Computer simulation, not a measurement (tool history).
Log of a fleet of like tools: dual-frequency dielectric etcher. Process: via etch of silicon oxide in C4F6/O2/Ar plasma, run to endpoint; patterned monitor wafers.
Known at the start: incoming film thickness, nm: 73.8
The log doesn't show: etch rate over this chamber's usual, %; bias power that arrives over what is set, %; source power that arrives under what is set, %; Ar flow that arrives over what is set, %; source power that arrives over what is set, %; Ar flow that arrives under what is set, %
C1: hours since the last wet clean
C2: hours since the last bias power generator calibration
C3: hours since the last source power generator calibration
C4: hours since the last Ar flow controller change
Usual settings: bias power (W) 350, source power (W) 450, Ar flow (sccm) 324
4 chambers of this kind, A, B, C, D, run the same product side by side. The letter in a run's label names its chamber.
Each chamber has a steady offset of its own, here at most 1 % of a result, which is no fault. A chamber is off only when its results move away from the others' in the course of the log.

run 1D hour=7.7 | bias_power_(W)=350 source_power_(W)=450 Ar_flow_(sccm)=324 | C1=275.0 C2=328.0 C3=21.6 C4=2706.0 | endpoint_time_(s)=17.948
run 2B hour=14.0 | bias_power_(W)=350 source_power_(W)=450 Ar_flow_(sccm)=324 | C1=279.4 C2=1891.3 C3=151.1 C4=1821.8 | endpoint_time_(s)=17.838
run 3C hour=23.6 | bias_power_(W)=350 source_power_(W)=450 Ar_flow_(sccm)=324 | C1=74.1 C2=479.6 C3=2682.5 C4=3099.3 | endpoint_time_(s)=17.988
run 4A hour=35.8 | bias_power_(W)=350 source_power_(W)=450 Ar_flow_(sccm)=324 | C1=462.6 C2=1279.1 C3=2305.1 C4=2923.5 | endpoint_time_(s)=17.729
run 5B hour=41.9 | bias_power_(W)=350 source_power_(W)=450 Ar_flow_(sccm)=324 | C1=307.3 C2=1919.2 C3=179.0 C4=1849.7 | endpoint_time_(s)=17.818
run 6C hour=52.1 | bias_power_(W)=350 source_power_(W)=450 Ar_flow_(sccm)=324 | C1=102.6 C2=508.1 C3=2711.0 C4=3127.8 | endpoint_time_(s)=18.161
run 7D hour=59.0 | bias_power_(W)=350 source_power_(W)=450 Ar_flow_(sccm)=324 | C1=326.3 C2=379.3 C3=72.9 C4=2757.3 | endpoint_time_(s)=17.853
run 8A hour=68.6 | bias_power_(W)=350 source_power_(W)=450 Ar_flow_(sccm)=324 | C1=495.4 C2=1311.9 C3=2337.9 C4=2956.3 | endpoint_time_(s)=17.682
run 9D hour=76.7 | bias_power_(W)=350 source_power_(W)=450 Ar_flow_(sccm)=324 | C1=344.0 C2=397.0 C3=90.6 C4=2775.0 | endpoint_time_(s)=18.143
run 10A hour=88.3 | bias_power_(W)=350 source_power_(W)=450 Ar_flow_(sccm)=324 | C1=515.1 C2=1331.6 C3=2357.6 C4=2976.0 | endpoint_time_(s)=17.555
run 11B hour=97.5 | bias_power_(W)=350 source_power_(W)=450 Ar_flow_(sccm)=324 | C1=362.9 C2=1974.8 C3=234.6 C4=1905.3 | endpoint_time_(s)=18.026
run 12C hour=106.2 | bias_power_(W)=350 source_power_(W)=450 Ar_flow_(sccm)=324 | C1=156.7 C2=562.2 C3=2765.1 C4=3181.9 | endpoint_time_(s)=17.959
run 13D hour=112.3 | bias_power_(W)=350 source_power_(W)=400 Ar_flow_(sccm)=324 | C1=379.6 C2=432.6 C3=126.2 C4=2810.6 | endpoint_time_(s)=18.925
run 14C hour=124.2 | bias_power_(W)=350 source_power_(W)=400 Ar_flow_(sccm)=324 | C1=174.7 C2=580.2 C3=2783.1 C4=3199.9 | endpoint_time_(s)=18.541
run 15A hour=134.5 | bias_power_(W)=350 source_power_(W)=400 Ar_flow_(sccm)=324 | C1=561.3 C2=1377.8 C3=2403.8 C4=3022.2 | endpoint_time_(s)=18.621
run 16B hour=145.8 | bias_power_(W)=350 source_power_(W)=400 Ar_flow_(sccm)=324 | C1=411.2 C2=2023.1 C3=282.9 C4=1953.6 | endpoint_time_(s)=18.664
run 17A hour=154.3 | bias_power_(W)=350 source_power_(W)=450 Ar_flow_(sccm)=324 | C1=581.1 C2=1397.6 C3=2423.6 C4=3042.0 | endpoint_time_(s)=17.811
run 18D hour=165.2 | bias_power_(W)=350 source_power_(W)=450 Ar_flow_(sccm)=324 | C1=432.5 C2=485.5 C3=179.1 C4=2863.5 | endpoint_time_(s)=17.912
run 19B hour=173.4 | bias_power_(W)=350 source_power_(W)=500 Ar_flow_(sccm)=247 | C1=438.8 C2=2050.7 C3=310.5 C4=1981.2 | endpoint_time_(s)=16.477
run 20C hour=180.0 | bias_power_(W)=350 source_power_(W)=500 Ar_flow_(sccm)=247 | C1=230.5 C2=636.0 C3=2838.9 C4=3255.7 | endpoint_time_(s)=16.651
run 21D hour=190.5 | bias_power_(W)=350 source_power_(W)=500 Ar_flow_(sccm)=247 | C1=457.8 C2=510.8 C3=204.4 C4=2888.8 | endpoint_time_(s)=16.613
run 22A hour=197.5 | bias_power_(W)=350 source_power_(W)=500 Ar_flow_(sccm)=247 | C1=624.3 C2=1440.8 C3=2466.8 C4=3085.2 | endpoint_time_(s)=16.514
run 23B hour=208.7 | bias_power_(W)=272 source_power_(W)=450 Ar_flow_(sccm)=324 | C1=474.1 C2=2086.0 C3=345.8 C4=2016.5 | endpoint_time_(s)=19.398
run 24C hour=216.6 | bias_power_(W)=272 source_power_(W)=450 Ar_flow_(sccm)=324 | C1=267.1 C2=672.6 C3=2875.5 C4=3292.3 | endpoint_time_(s)=19.384
-- hour=217.2 chamber D: Ar flow controller replaced
run 25A hour=222.3 | bias_power_(W)=272 source_power_(W)=450 Ar_flow_(sccm)=324 | C1=649.1 C2=1465.6 C3=2491.6 C4=3110.0 | endpoint_time_(s)=19.554
-- hour=224.6 chamber D: wet clean of the chamber
run 26D hour=230.4 | bias_power_(W)=272 source_power_(W)=450 Ar_flow_(sccm)=324 | C1=5.8 C2=550.7 C3=244.3 C4=13.2 | endpoint_time_(s)=19.497
run 27C hour=240.1 | bias_power_(W)=350 source_power_(W)=450 Ar_flow_(sccm)=324 | C1=290.6 C2=696.1 C3=2899.0 C4=3315.8 | endpoint_time_(s)=18.245
run 28B hour=250.6 | bias_power_(W)=350 source_power_(W)=450 Ar_flow_(sccm)=324 | C1=516.0 C2=2127.9 C3=387.7 C4=2058.4 | endpoint_time_(s)=17.902
run 29C hour=260.3 | bias_power_(W)=350 source_power_(W)=450 Ar_flow_(sccm)=324 | C1=310.8 C2=716.3 C3=2919.2 C4=3336.0 | endpoint_time_(s)=17.762

Next, every chamber runs the same settings. What will each give?
run 30A hour=269.5 | bias_power_(W)=350 source_power_(W)=450 Ar_flow_(sccm)=324 | endpoint_time_(s)=?
run 30B hour=269.5 | bias_power_(W)=350 source_power_(W)=450 Ar_flow_(sccm)=324 | endpoint_time_(s)=?
run 30C hour=269.5 | bias_power_(W)=350 source_power_(W)=450 Ar_flow_(sccm)=324 | endpoint_time_(s)=?
run 30D hour=269.5 | bias_power_(W)=350 source_power_(W)=450 Ar_flow_(sccm)=324 | endpoint_time_(s)=?

run=30A endpoint_time_(s)=17.625
run=30B endpoint_time_(s)=17.665
run=30C endpoint_time_(s)=18.004
run=30D endpoint_time_(s)=18.081

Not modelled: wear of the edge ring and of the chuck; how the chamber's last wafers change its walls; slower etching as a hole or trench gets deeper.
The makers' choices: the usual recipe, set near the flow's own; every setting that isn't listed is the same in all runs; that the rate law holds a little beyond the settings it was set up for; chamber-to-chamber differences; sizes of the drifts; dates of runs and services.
